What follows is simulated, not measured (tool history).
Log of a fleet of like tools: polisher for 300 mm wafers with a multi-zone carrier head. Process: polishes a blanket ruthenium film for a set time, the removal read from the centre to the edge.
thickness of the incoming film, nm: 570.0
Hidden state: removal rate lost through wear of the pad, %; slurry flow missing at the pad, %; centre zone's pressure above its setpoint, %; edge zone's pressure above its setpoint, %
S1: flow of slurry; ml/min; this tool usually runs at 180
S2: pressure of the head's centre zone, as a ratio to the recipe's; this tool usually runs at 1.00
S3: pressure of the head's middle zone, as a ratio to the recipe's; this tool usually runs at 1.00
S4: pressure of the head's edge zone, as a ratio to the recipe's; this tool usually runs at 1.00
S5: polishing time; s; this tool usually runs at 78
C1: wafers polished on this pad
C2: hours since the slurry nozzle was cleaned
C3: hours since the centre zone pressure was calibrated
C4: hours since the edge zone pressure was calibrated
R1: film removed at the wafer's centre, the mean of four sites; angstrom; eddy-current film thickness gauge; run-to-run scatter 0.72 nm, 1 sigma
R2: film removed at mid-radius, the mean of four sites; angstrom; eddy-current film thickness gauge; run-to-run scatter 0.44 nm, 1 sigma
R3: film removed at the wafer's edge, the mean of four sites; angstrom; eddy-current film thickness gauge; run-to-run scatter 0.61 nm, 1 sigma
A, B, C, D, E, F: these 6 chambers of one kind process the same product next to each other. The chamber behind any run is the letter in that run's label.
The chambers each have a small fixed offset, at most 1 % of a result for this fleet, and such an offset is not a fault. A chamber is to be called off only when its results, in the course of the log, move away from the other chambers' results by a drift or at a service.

run	day	S1	S2	S3	S4	S5	C1	C2	C3	C4	R1	R2	R3
1B	0.367	180	1.00	1.00	1.00	78	347	477.3	431.8	761.7	678.50	673.02	674.44
2F	0.579	180	1.00	1.00	1.00	78	535	378.8	875.6	472.1	671.52	675.78	682.90
3C	0.896	180	1.00	1.00	1.00	78	317	217.7	842.9	940.6	685.01	677.71	668.90
4A	1.196	180	1.00	1.00	1.00	78	397	74.9	338.2	495.1	670.24	685.61	674.38
5E	1.517	180	1.00	1.00	1.00	78	390	204.0	377.3	235.1	669.98	676.24	661.95
6D	1.717	180	1.00	1.00	1.00	78	604	366.8	65.2	1349.1	682.18	683.15	685.27
7C	1.879	180	1.00	1.00	1.08	78	520	241.3	866.5	964.2	670.35	676.47	703.92
# day 2.117: chamber A: worn pad replaced by a new one
8E	2.204	180	1.00	1.00	1.08	78	532	220.5	393.8	251.6	680.66	673.14	699.53
9D	2.446	180	1.00	1.00	1.08	78	755	384.3	82.7	1366.6	676.61	679.63	708.68
10A	2.804	180	1.00	1.00	1.08	78	143	113.5	376.8	533.7	687.25	685.97	705.82
# day 2.875: chamber C: worn pad replaced by a new one
11B	3.038	180	1.00	1.00	1.08	78	901	541.4	495.9	825.8	679.40	672.60	704.73
# day 3.167: chamber C: slurry nozzle cleaned
12F	3.267	180	1.00	1.00	1.08	78	1092	443.3	940.1	536.6	664.13	675.38	693.83
13B	3.500	180	1.00	1.00	1.00	78	997	552.5	507.0	836.9	667.85	677.10	681.08
14C	3.742	180	1.00	1.00	1.00	78	179	13.9	911.2	1008.9	681.34	676.16	679.63
# day 3.904: chamber F: worn pad replaced by a new one
# day 3.996: chamber B: edge zone pressure recalibrated
15A	4.050	180	1.00	1.00	1.00	78	401	143.4	406.7	563.6	681.00	675.91	657.94
16D	4.283	180	1.00	0.95	1.00	78	1136	428.4	126.8	1410.7	679.13	641.97	683.42
# day 4.333: chamber E: centre zone pressure recalibrated
# day 4.358: chamber D: edge zone pressure recalibrated
17F	4.467	180	1.00	0.95	1.00	78	117	472.1	968.9	565.4	675.97	642.23	678.76
18E	4.725	180	1.00	0.95	1.00	78	1055	281.0	9.5	312.1	680.73	644.93	666.97
19F	4.933	180	1.00	0.95	1.00	78	213	483.3	980.1	576.6	676.31	649.87	672.93
# day 4.950: chamber A: worn pad replaced by a new one
# day 4.954: chamber F: centre zone pressure recalibrated
# day 5.117: chamber D: worn pad replaced by a new one
# day 5.200: chamber E: worn pad replaced by a new one
20B	5.258	180	1.00	0.95	1.00	78	1361	594.7	549.2	30.4	671.74	636.02	668.28
21A	5.500	180	1.00	0.95	1.00	78	114	178.2	441.5	598.4	665.52	651.63	680.59
22C	5.775	180	1.00	1.00	1.00	78	601	62.7	960.0	1057.7	687.25	673.85	676.99
23E	5.983	180	1.00	1.00	1.00	78	163	311.2	39.7	342.3	684.57	677.88	668.66
24D	6.312	180	1.00	1.00	1.00	78	248	477.1	175.5	47.0	680.84	680.48	693.99
# day 6.329: chamber C: worn pad replaced by a new one
# day 6.462: chamber C: edge zone pressure recalibrated
25B	6.558	180	1.00	1.00	1.00	78	1631	625.9	580.4	61.6	645.94	655.18	660.30
26F	6.842	180	1.00	1.00	1.00	78	609	529.1	45.4	622.4	669.89	678.79	664.66
27D	7.150	180	1.00	1.00	1.00	78	421	497.2	195.6	67.1	674.13	671.94	683.72
28A	7.475	180	1.00	1.00	1.00	78	524	225.6	488.9	645.8	669.50	681.22	674.73
29C	7.692	180	1.00	1.00	1.00	78	283	108.7	1006.0	29.6	681.94	666.76	687.80
30E	7.925	180	1.00	1.00	1.00	78	565	357.8	86.3	388.9	667.87	671.36	666.07
# day 8.000: chamber E: slurry nozzle cleaned
31E	8.275	180	1.00	1.00	1.00	78	638	6.6	94.7	397.3	655.91	677.18	683.65
# day 8.346: chamber F: worn pad replaced by a new one
# day 8.492: chamber A: worn pad replaced by a new one
32F	8.642	180	1.00	1.00	1.00	78	61	572.3	88.6	665.6	682.68	677.59	680.37
33B	8.871	180	1.00	1.00	1.00	78	2110	681.4	635.9	117.1	615.08	621.10	628.06
34A	9.075	180	1.07	0.91	1.00	78	121	264.0	527.3	684.2	715.72	626.22	679.26
35C	9.350	180	1.07	0.91	1.00	78	627	148.5	1045.8	69.4	739.16	616.62	677.11
36D	9.717	180	1.07	0.91	1.00	78	953	558.8	257.2	128.7	730.73	617.84	674.03
37E	9.971	180	1.07	0.91	1.00	78	989	47.3	135.4	438.0	726.68	620.66	677.80

For the next run the whole fleet of 6 chambers uses the same settings. Give each chamber's results:
38A	10.233	180	1.00	1.00	1.00	78					?	?	?
38B	10.233	180	1.00	1.00	1.00	78					?	?	?
38C	10.233	180	1.00	1.00	1.00	78					?	?	?
38D	10.233	180	1.00	1.00	1.00	78					?	?	?
38E	10.233	180	1.00	1.00	1.00	78					?	?	?
38F	10.233	180	1.00	1.00	1.00	78					?	?	?

run	R1	R2	R3
38A	660.78	675.39	670.85
38B	616.38	610.17	602.27
38C	696.75	671.00	688.34
38D	668.75	678.38	683.79
38E	677.70	675.89	675.83
38F	667.61	674.51	676.33
